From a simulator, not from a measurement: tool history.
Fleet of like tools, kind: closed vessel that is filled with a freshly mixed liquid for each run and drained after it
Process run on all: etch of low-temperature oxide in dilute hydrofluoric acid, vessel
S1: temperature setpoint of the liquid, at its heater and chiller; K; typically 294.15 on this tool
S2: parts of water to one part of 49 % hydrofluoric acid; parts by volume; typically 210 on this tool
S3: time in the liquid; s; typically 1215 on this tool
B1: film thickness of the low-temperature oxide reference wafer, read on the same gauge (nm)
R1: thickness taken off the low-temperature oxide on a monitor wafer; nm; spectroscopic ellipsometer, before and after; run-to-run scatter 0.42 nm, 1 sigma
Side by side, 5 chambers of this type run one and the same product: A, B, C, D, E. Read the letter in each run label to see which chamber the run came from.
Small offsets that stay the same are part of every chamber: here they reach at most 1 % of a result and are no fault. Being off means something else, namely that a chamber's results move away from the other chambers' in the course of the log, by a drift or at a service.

run 1B hour=12 | S1=294.15 S2=210 S3=1215 | B1=59.991 | R1=48.102
run 2A hour=24 | S1=294.15 S2=210 S3=1215 | B1=59.988 | R1=48.973
run 3D hour=30.4 | S1=294.15 S2=210 S3=1215 | B1=59.921 | R1=48.231
run 4E hour=43.7 | S1=294.15 S2=210 S3=1215 | B1=59.999 | R1=47.821
-- hour=49.3 chamber B: thermometer replaced
run 5C hour=51.3 | S1=294.15 S2=210 S3=1215 | B1=59.989 | R1=49.322
run 6E hour=59.1 | S1=294.15 S2=210 S3=1215 | B1=59.981 | R1=48.098
run 7B hour=68.5 | S1=294.15 S2=210 S3=1215 | B1=59.981 | R1=48.524
run 8C hour=81.9 | S1=294.15 S2=210 S3=1215 | B1=59.967 | R1=48.118
run 9A hour=95.6 | S1=294.15 S2=210 S3=1215 | B1=59.98 | R1=47.518
run 10D hour=105.1 | S1=294.15 S2=175 S3=1215 | B1=60.013 | R1=60.474
run 11A hour=116.8 | S1=294.15 S2=175 S3=1215 | B1=59.968 | R1=60.672
run 12C hour=123.9 | S1=294.15 S2=175 S3=1215 | B1=59.943 | R1=60.37
run 13D hour=133.4 | S1=294.15 S2=175 S3=1215 | B1=59.99 | R1=61.305
run 14E hour=142.3 | S1=294.15 S2=175 S3=1215 | B1=59.96 | R1=61.071
run 15B hour=153.2 | S1=294.15 S2=210 S3=1215 | B1=60.01 | R1=47.69
run 16A hour=166.3 | S1=294.15 S2=210 S3=1215 | B1=60.017 | R1=48.217
run 17E hour=173.4 | S1=294.15 S2=210 S3=1215 | B1=59.964 | R1=48.036
run 18B hour=183.9 | S1=294.15 S2=160 S3=1215 | B1=59.995 | R1=67.18
run 19D hour=192 | S1=294.15 S2=160 S3=1215 | B1=60.01 | R1=66.944
run 20C hour=199.6 | S1=294.15 S2=160 S3=1215 | B1=59.968 | R1=65.603
run 21A hour=212 | S1=294.15 S2=160 S3=1215 | B1=60.009 | R1=66.089
run 22C hour=225.6 | S1=294.15 S2=160 S3=1215 | B1=59.987 | R1=66.978
run 23D hour=238.2 | S1=296.15 S2=210 S3=1215 | B1=60.022 | R1=52.64
run 24E hour=251.6 | S1=296.15 S2=210 S3=1215 | B1=59.967 | R1=51.605
run 25B hour=259.4 | S1=296.15 S2=210 S3=1215 | B1=60.013 | R1=52.346
run 26E hour=268.7 | S1=296.15 S2=210 S3=1215 | B1=60.009 | R1=52.497
-- hour=269.6 chamber D: thermometer replaced
run 27B hour=277.8 | S1=296.15 S2=210 S3=1215 | B1=59.969 | R1=51.961
run 28C hour=286.6 | S1=294.15 S2=210 S3=1215 | B1=60.028 | R1=47.716
run 29D hour=300.7 | S1=294.15 S2=210 S3=1215 | B1=60.015 | R1=47.423
run 30A hour=310 | S1=294.15 S2=210 S3=1215 | B1=60.059 | R1=45.834
run 31C hour=323.4 | S1=294.15 S2=210 S3=1215 | B1=60.003 | R1=48.593
run 32A hour=336.9 | S1=294.15 S2=210 S3=1215 | B1=60.046 | R1=45.276
run 33D hour=351.1 | S1=294.15 S2=210 S3=1215 | B1=60.034 | R1=47.887
run 34B hour=363.1 | S1=291.65 S2=165 S3=1215 | B1=59.971 | R1=57.907
run 35E hour=374.9 | S1=291.65 S2=165 S3=1215 | B1=60.03 | R1=58.042
run 36D hour=381.7 | S1=291.65 S2=165 S3=1215 | B1=59.986 | R1=58.395
run 37A hour=393.5 | S1=291.65 S2=165 S3=1215 | B1=59.989 | R1=54.175
run 38E hour=401.9 | S1=291.65 S2=165 S3=1215 | B1=60.018 | R1=58.899
run 39B hour=413.4 | S1=294.15 S2=210 S3=1215 | B1=60.063 | R1=47.408
run 40C hour=426.7 | S1=294.15 S2=210 S3=1215 | B1=59.987 | R1=47.837
run 41A hour=436.8 | S1=294.15 S2=210 S3=1215 | B1=59.977 | R1=43.758
run 42C hour=447.6 | S1=294.15 S2=210 S3=1215 | B1=59.972 | R1=47.995

For the next run the whole fleet of 5 chambers uses the same settings. Give each chamber's results:
run 43A hour=457.8 | S1=294.15 S2=210 S3=1215 | R1=?
run 43B hour=457.8 | S1=294.15 S2=210 S3=1215 | R1=?
run 43C hour=457.8 | S1=294.15 S2=210 S3=1215 | R1=?
run 43D hour=457.8 | S1=294.15 S2=210 S3=1215 | R1=?
run 43E hour=457.8 | S1=294.15 S2=210 S3=1215 | R1=?

run=43A R1=42.676
run=43B R1=48.022
run=43C R1=47.971
run=43D R1=48.182
run=43E R1=48.12
